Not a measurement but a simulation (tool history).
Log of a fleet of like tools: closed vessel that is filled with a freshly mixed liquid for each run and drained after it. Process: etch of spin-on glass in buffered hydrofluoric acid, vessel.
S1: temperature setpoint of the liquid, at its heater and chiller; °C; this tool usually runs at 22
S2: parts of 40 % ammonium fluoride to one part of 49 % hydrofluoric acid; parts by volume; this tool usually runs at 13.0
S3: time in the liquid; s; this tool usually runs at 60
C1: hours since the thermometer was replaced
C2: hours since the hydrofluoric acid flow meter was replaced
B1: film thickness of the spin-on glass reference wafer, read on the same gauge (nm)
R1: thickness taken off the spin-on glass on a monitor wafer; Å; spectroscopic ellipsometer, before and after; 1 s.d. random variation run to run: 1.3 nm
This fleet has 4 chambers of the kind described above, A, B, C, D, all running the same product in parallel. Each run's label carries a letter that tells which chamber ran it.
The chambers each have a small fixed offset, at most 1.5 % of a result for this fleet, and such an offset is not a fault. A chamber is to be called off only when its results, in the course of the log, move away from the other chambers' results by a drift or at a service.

run     day  S1    S2  S3      C1      C2      B1       R1
 1C   0.450  22  13.0  60   673.9   162.3  70.021  1543.80
 2B   0.700  22  13.0  60   331.0   299.3  69.991  1510.30
 3D   0.983  22  13.0  60   778.3   996.0  70.008  1521.20
 4A   1.358  22  13.0  60   278.3   837.4  70.029  1538.60
 5C   1.667  22  13.0  60   703.1   191.5  70.011  1551.90
 6A   2.162  22  13.0  60   297.6   856.7  69.990  1536.00
 7B   2.533  22  13.0  60   375.0   343.3  70.007  1549.50
 8D   2.921  22  13.0  60   824.8  1042.5  70.031  1518.80
 9B   3.167  22  15.0  80   390.2   358.5  69.979  1793.50
10A   3.629  22  15.0  80   332.8   891.9  69.986  1807.30
11C   4.125  22  15.0  80   762.1   250.5  69.990  1798.40
12D   4.583  22  15.0  80   864.7  1082.4  70.014  1792.60
13C   4.871  22  13.0  60   780.0   268.4  69.986  1551.90
14B   5.329  22  13.0  60   442.1   410.4  69.983  1536.50
15A   5.658  22  13.0  60   381.5   940.6  70.025  1541.30
16D   6.125  22  13.0  60   901.7  1119.4  69.991  1549.60
17C   6.467  22  13.0  60   818.3   306.7  69.982  1552.50
18A   6.812  22  13.0  60   409.2   968.3  70.000  1544.10
19D   7.300  22  13.0  60   929.9  1147.6  69.998  1568.10
20B   7.625  19  13.0  35   497.2   465.5  70.002   761.27
21C   8.050  19  13.0  35   856.3   344.7  70.011   778.06
22B   8.558  19  13.0  35   519.6   487.9  70.042   764.02
23D   8.988  19  13.0  35   970.4  1188.1  70.031   786.01
24A   9.454  22  13.0  60   472.6  1031.7  69.968  1534.30
25B   9.817  22   8.5  40   549.8   518.1  69.964  1487.60
26A  10.229  22   8.5  40   491.2  1050.3  70.016  1496.80
27C  10.600  22   8.5  40   917.5   405.9  69.970  1527.20
28D  10.971  22   8.5  40  1018.0  1235.7  70.004  1568.50
29D  11.233  22  13.0  60  1024.3  1242.0  70.003  1597.10
30B  11.479  22  13.0  60   589.7   558.0  70.026  1536.10
31C  11.904  22  11.0  35   948.8   437.2  70.024  1063.40
32A  12.375  22  11.0  35   542.7  1101.8  69.990  1055.00

What goes on in this fleet: one chamber off, a drifting gauge, or nothing beyond the chambers' own small offsets? Name the chamber and the cause, if any.

Chamber D drifts away from the others.
Most likely cause: liquid hotter than its thermometer reads (K) = 1.01.
It could be hard to tell apart here from: hydrofluoric acid flow above the setpoint (%).

Below are 4 candidate recipes for chamber D's next run, each the usual settings with a change, their results shown as question marks. Which of them brings D's results back in line with what the other chambers give on the usual settings?
A result is in line if it is within this distance of the other chambers' mean on the usual settings: R1 47.00 Å
33D-1  12.738  22.5  12.0  60               ?
33D-2  12.738  21.5  13.0  55               ?
33D-3  12.738  22.0  13.5  60               ?
33D-4  12.738  22.0  12.5  60               ?

What the other chambers average on the usual settings: R1 1542.60 Å
  run       R1
33D-1  1799.60
33D-2  1444.00
33D-3  1560.80
33D-4  1682.10
Change 33D-3 lands the chamber within the allowed miss of the other chambers.
